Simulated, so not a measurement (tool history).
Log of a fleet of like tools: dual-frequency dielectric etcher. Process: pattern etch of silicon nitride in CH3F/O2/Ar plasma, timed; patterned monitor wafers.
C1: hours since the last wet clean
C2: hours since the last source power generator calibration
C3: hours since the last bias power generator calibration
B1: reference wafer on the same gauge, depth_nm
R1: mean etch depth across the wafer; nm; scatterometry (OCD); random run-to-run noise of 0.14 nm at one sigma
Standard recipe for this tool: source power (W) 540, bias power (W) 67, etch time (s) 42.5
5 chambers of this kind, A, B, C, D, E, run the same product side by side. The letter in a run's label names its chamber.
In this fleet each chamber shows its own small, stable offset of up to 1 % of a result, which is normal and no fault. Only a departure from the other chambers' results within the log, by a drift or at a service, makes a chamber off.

{"run": "1B", "hour": 6.1, "source power (W)": 540, "bias power (W)": 67, "etch time (s)": 42.5, "C1": 173.9, "C2": 1905.5, "C3": 1317.8, "B1": 26.509, "R1": 32.618}
{"run": "2C", "hour": 13.1, "source power (W)": 540, "bias power (W)": 67, "etch time (s)": 42.5, "C1": 74.5, "C2": 3480.9, "C3": 1406.7, "B1": 26.496, "R1": 32.254}
{"run": "3D", "hour": 26.2, "source power (W)": 540, "bias power (W)": 67, "etch time (s)": 42.5, "C1": 206.5, "C2": 673.0, "C3": 308.0, "B1": 26.519, "R1": 32.33}
{"run": "4A", "hour": 34.8, "source power (W)": 540, "bias power (W)": 67, "etch time (s)": 42.5, "C1": 442.6, "C2": 1767.1, "C3": 951.1, "B1": 26.468, "R1": 32.43}
{"run": "5E", "hour": 44.9, "source power (W)": 540, "bias power (W)": 59, "etch time (s)": 50.0, "C1": 348.3, "C2": 857.9, "C3": 3474.7, "B1": 26.513, "R1": 36.687}
{"run": "6D", "hour": 54.9, "source power (W)": 540, "bias power (W)": 59, "etch time (s)": 50.0, "C1": 235.2, "C2": 701.7, "C3": 336.7, "B1": 26.527, "R1": 36.521}
{"run": "7E", "hour": 63.7, "source power (W)": 540, "bias power (W)": 59, "etch time (s)": 50.0, "C1": 367.1, "C2": 876.7, "C3": 3493.5, "B1": 26.507, "R1": 36.909}
{"run": "8C", "hour": 75.8, "source power (W)": 540, "bias power (W)": 59, "etch time (s)": 50.0, "C1": 137.2, "C2": 3543.6, "C3": 1469.4, "B1": 26.471, "R1": 37.037}
{"run": "9A", "hour": 82.8, "source power (W)": 540, "bias power (W)": 59, "etch time (s)": 50.0, "C1": 490.6, "C2": 1815.1, "C3": 999.1, "B1": 26.511, "R1": 36.687}
{"run": "10B", "hour": 96.1, "source power (W)": 540, "bias power (W)": 67, "etch time (s)": 42.5, "C1": 263.9, "C2": 1995.5, "C3": 1407.8, "B1": 26.507, "R1": 32.379}
{"run": "11E", "hour": 107.7, "source power (W)": 610, "bias power (W)": 67, "etch time (s)": 32.5, "C1": 411.1, "C2": 920.7, "C3": 3537.5, "B1": 26.507, "R1": 26.174}
{"run": "12A", "hour": 117.8, "source power (W)": 610, "bias power (W)": 67, "etch time (s)": 32.5, "C1": 525.6, "C2": 1850.1, "C3": 1034.1, "B1": 26.502, "R1": 25.856}
{"hour": 128.2, "done": "chamber E: wet clean of the chamber"}
{"run": "13B", "hour": 128.6, "source power (W)": 610, "bias power (W)": 67, "etch time (s)": 32.5, "C1": 296.4, "C2": 2028.0, "C3": 1440.3, "B1": 26.503, "R1": 25.931}
{"hour": 131.9, "done": "chamber A: wet clean of the chamber"}
{"run": "14D", "hour": 138.6, "source power (W)": 610, "bias power (W)": 67, "etch time (s)": 32.5, "C1": 318.9, "C2": 785.4, "C3": 420.4, "B1": 26.468, "R1": 26.149}
{"run": "15C", "hour": 150.7, "source power (W)": 610, "bias power (W)": 67, "etch time (s)": 32.5, "C1": 212.1, "C2": 3618.5, "C3": 1544.3, "B1": 26.51, "R1": 26.058}
{"run": "16B", "hour": 161.8, "source power (W)": 540, "bias power (W)": 67, "etch time (s)": 42.5, "C1": 329.6, "C2": 2061.2, "C3": 1473.5, "B1": 26.509, "R1": 32.5}
{"run": "17A", "hour": 174.1, "source power (W)": 540, "bias power (W)": 67, "etch time (s)": 42.5, "C1": 42.3, "C2": 1906.4, "C3": 1090.4, "B1": 26.457, "R1": 32.416}
{"run": "18D", "hour": 184.0, "source power (W)": 540, "bias power (W)": 67, "etch time (s)": 42.5, "C1": 364.3, "C2": 830.8, "C3": 465.8, "B1": 26.491, "R1": 32.411}
{"run": "19E", "hour": 195.6, "source power (W)": 540, "bias power (W)": 67, "etch time (s)": 42.5, "C1": 67.4, "C2": 1008.6, "C3": 3625.4, "B1": 26.49, "R1": 31.381}
{"run": "20C", "hour": 206.5, "source power (W)": 540, "bias power (W)": 67, "etch time (s)": 42.5, "C1": 267.9, "C2": 3674.3, "C3": 1600.1, "B1": 26.497, "R1": 32.367}
{"run": "21D", "hour": 214.9, "source power (W)": 540, "bias power (W)": 67, "etch time (s)": 42.5, "C1": 395.2, "C2": 861.7, "C3": 496.7, "B1": 26.532, "R1": 32.505}
{"run": "22B", "hour": 227.9, "source power (W)": 540, "bias power (W)": 67, "etch time (s)": 42.5, "C1": 395.7, "C2": 2127.3, "C3": 1539.6, "B1": 26.506, "R1": 32.475}
{"hour": 232.1, "done": "chamber B: wet clean of the chamber"}
{"run": "23E", "hour": 238.1, "source power (W)": 540, "bias power (W)": 67, "etch time (s)": 42.5, "C1": 109.9, "C2": 1051.1, "C3": 3667.9, "B1": 26.513, "R1": 30.791}
{"run": "24C", "hour": 245.7, "source power (W)": 540, "bias power (W)": 67, "etch time (s)": 42.5, "C1": 307.1, "C2": 3713.5, "C3": 1639.3, "B1": 26.496, "R1": 32.335}
{"run": "25A", "hour": 253.5, "source power (W)": 540, "bias power (W)": 67, "etch time (s)": 42.5, "C1": 121.7, "C2": 1985.8, "C3": 1169.8, "B1": 26.464, "R1": 32.443}
{"run": "26B", "hour": 259.8, "source power (W)": 540, "bias power (W)": 67, "etch time (s)": 42.5, "C1": 27.8, "C2": 2159.2, "C3": 1571.5, "B1": 26.515, "R1": 32.347}
{"run": "27D", "hour": 269.4, "source power (W)": 540, "bias power (W)": 67, "etch time (s)": 42.5, "C1": 449.7, "C2": 916.2, "C3": 551.2, "B1": 26.498, "R1": 32.252}
{"hour": 273.5, "done": "chamber A: source power generator calibrated"}
{"run": "28E", "hour": 278.7, "source power (W)": 540, "bias power (W)": 67, "etch time (s)": 36.0, "C1": 150.5, "C2": 1091.7, "C3": 3708.5, "B1": 26.457, "R1": 26.367}
{"run": "29A", "hour": 291.3, "source power (W)": 540, "bias power (W)": 67, "etch time (s)": 36.0, "C1": 159.5, "C2": 17.9, "C3": 1207.6, "B1": 26.511, "R1": 27.353}
{"run": "30C", "hour": 302.3, "source power (W)": 540, "bias power (W)": 67, "etch time (s)": 36.0, "C1": 363.7, "C2": 3770.1, "C3": 1695.9, "B1": 26.508, "R1": 27.622}
{"hour": 311.4, "done": "chamber C: bias power generator calibrated"}
{"run": "31B", "hour": 312.9, "source power (W)": 540, "bias power (W)": 67, "etch time (s)": 36.0, "C1": 80.9, "C2": 2212.3, "C3": 1624.6, "B1": 26.522, "R1": 27.401}
{"run": "32E", "hour": 321.9, "source power (W)": 540, "bias power (W)": 67, "etch time (s)": 36.0, "C1": 193.7, "C2": 1134.9, "C3": 3751.7, "B1": 26.498, "R1": 26.265}
{"run": "33C", "hour": 334.7, "source power (W)": 540, "bias power (W)": 67, "etch time (s)": 42.5, "C1": 396.1, "C2": 3802.5, "C3": 23.3, "B1": 26.507, "R1": 32.442}
{"hour": 338.3, "done": "chamber D: wet clean of the chamber"}
{"run": "34D", "hour": 342.8, "source power (W)": 540, "bias power (W)": 67, "etch time (s)": 42.5, "C1": 4.5, "C2": 989.6, "C3": 624.6, "B1": 26.503, "R1": 32.356}
{"run": "35A", "hour": 355.6, "source power (W)": 620, "bias power (W)": 67, "etch time (s)": 48.0, "C1": 223.8, "C2": 82.2, "C3": 1271.9, "B1": 26.523, "R1": 38.733}

All chambers now run identical settings, listed one chamber a line with results as question marks. What results will each chamber show?
{"run": "36A", "hour": 365.3, "source power (W)": 540, "bias power (W)": 67, "etch time (s)": 42.5, "R1": "?"}
{"run": "36B", "hour": 365.3, "source power (W)": 540, "bias power (W)": 67, "etch time (s)": 42.5, "R1": "?"}
{"run": "36C", "hour": 365.3, "source power (W)": 540, "bias power (W)": 67, "etch time (s)": 42.5, "R1": "?"}
{"run": "36D", "hour": 365.3, "source power (W)": 540, "bias power (W)": 67, "etch time (s)": 42.5, "R1": "?"}
{"run": "36E", "hour": 365.3, "source power (W)": 540, "bias power (W)": 67, "etch time (s)": 42.5, "R1": "?"}

run=36A R1=32.429
run=36B R1=32.403
run=36C R1=32.627
run=36D R1=32.608
run=36E R1=30.968
